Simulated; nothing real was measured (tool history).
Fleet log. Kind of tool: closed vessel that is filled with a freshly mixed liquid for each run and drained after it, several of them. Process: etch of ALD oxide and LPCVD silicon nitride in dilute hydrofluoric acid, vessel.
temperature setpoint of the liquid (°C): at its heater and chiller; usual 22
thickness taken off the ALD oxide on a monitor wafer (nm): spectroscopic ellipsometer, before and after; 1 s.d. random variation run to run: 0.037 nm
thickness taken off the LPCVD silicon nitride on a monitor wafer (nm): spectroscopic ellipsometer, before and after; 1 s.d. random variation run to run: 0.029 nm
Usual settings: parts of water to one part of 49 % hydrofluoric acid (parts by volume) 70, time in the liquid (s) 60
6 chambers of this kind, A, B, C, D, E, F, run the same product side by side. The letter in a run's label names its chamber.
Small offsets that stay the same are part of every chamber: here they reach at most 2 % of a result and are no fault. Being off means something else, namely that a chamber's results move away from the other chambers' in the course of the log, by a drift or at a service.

run,hour,temperature setpoint of the liquid (°C),parts of water to one part of 49 % hydrofluoric acid (parts by volume),time in the liquid (s),"read-back film thickness of the ALD oxide reference wafer, read on the same gauge (nm)","read-back film thickness of the LPCVD silicon nitride reference wafer, read on the same gauge (nm)",thickness taken off the ALD oxide on a monitor wafer (nm),thickness taken off the LPCVD silicon nitride on a monitor wafer (nm)
1E,8.5,22,70,60,69.991,100.010,10.0500,0.35785
2B,17.4,22,70,60,70.006,99.985,10.0970,0.37262
3F,25.3,22,70,60,69.967,99.987,10.1340,0.31655
4C,37.9,22,70,60,69.996,100.020,10.0590,0.38346
5A,45.7,22,70,60,70.046,99.989,10.1060,0.40031
6D,56.8,22,70,60,70.022,100.020,10.2250,0.36901
7B,63.2,22,55,75,69.973,99.991,16.4090,0.57765
8A,70.3,22,55,75,69.993,100.010,16.3730,0.50600
9E,83.2,22,55,75,70.054,99.973,16.3220,0.49958
10F,94.0,22,55,75,69.997,99.969,16.3790,0.54436
11D,101.5,22,55,75,70.000,100.000,16.6350,0.59321
12C,109.5,22,55,75,69.967,99.985,16.3630,0.54799
13D,120.4,22,70,60,69.982,100.010,10.2610,0.36457
14C,131.5,22,70,60,69.991,100.010,10.0230,0.31036
# hour 135.2: chamber A: thermometer replaced
15E,139.2,22,70,60,69.942,100.010,10.0770,0.39159
16F,149.2,22,70,60,70.011,99.999,10.2210,0.40173
17B,155.8,22,45,60,69.976,100.000,16.3000,0.54120
18A,165.6,22,45,60,70.039,99.991,16.0850,0.51603
19C,176.1,22,45,60,70.055,100.030,16.2510,0.53799
20A,185.9,22,45,60,70.014,99.979,16.1450,0.52900
21B,198.9,22,45,60,70.040,99.981,16.1930,0.64816
22D,208.1,22,45,60,70.045,99.985,16.6480,0.58022
23E,220.1,22,70,60,69.977,99.985,10.0100,0.35645
24F,232.2,22,70,60,69.997,99.998,10.3510,0.30797
25F,241.2,22,70,60,70.025,99.993,10.3700,0.33332
26A,251.2,22,70,60,70.005,99.969,10.0490,0.34015
27C,262.5,20,70,60,70.003,100.000,9.2627,0.28751
# hour 269.0: chamber B: hydrofluoric acid flow meter replaced
28D,272.8,20,70,60,69.983,99.981,9.4871,0.36249
29E,284.4,20,70,60,69.980,99.996,9.2250,0.34231
30B,292.5,20,70,60,70.024,99.979,9.3623,0.32093
31C,304.1,20,70,60,69.964,99.996,9.3091,0.33050
32A,317.1,20,70,60,70.004,100.020,9.1692,0.30277
33D,323.6,22,70,60,69.926,99.998,10.2720,0.36534
34E,332.6,22,70,60,70.015,100.010,10.0220,0.30204
35B,338.9,22,70,60,70.023,99.988,10.1450,0.31370
36F,348.5,22,70,60,69.967,100.000,10.4870,0.42297
37A,358.1,22,70,60,69.990,100.000,10.0230,0.38634
38F,369.0,22,70,60,69.937,100.010,10.5600,0.38211
39C,379.8,22,70,60,70.014,100.000,10.0340,0.39470
40E,386.3,22,70,60,70.012,100.020,10.0460,0.38016
41B,392.3,22,70,60,69.981,100.020,10.2090,0.39149
42D,402.4,22,70,60,69.991,100.010,10.2040,0.37616
43D,414.9,22,70,60,69.996,100.000,10.2600,0.34154

Next, all 6 chambers run the settings below, one line each with question marks for the results. What does each chamber give?
44A,424.6,20,70,60,,,?,?
44B,424.6,20,70,60,,,?,?
44C,424.6,20,70,60,,,?,?
44D,424.6,20,70,60,,,?,?
44E,424.6,20,70,60,,,?,?
44F,424.6,20,70,60,,,?,?

run,thickness taken off the ALD oxide on a monitor wafer (nm),thickness taken off the LPCVD silicon nitride on a monitor wafer (nm)
44A,9.2233,0.32188
44B,9.3775,0.33308
44C,9.2416,0.30884
44D,9.4250,0.31391
44E,9.2726,0.29308
44F,9.6625,0.33865
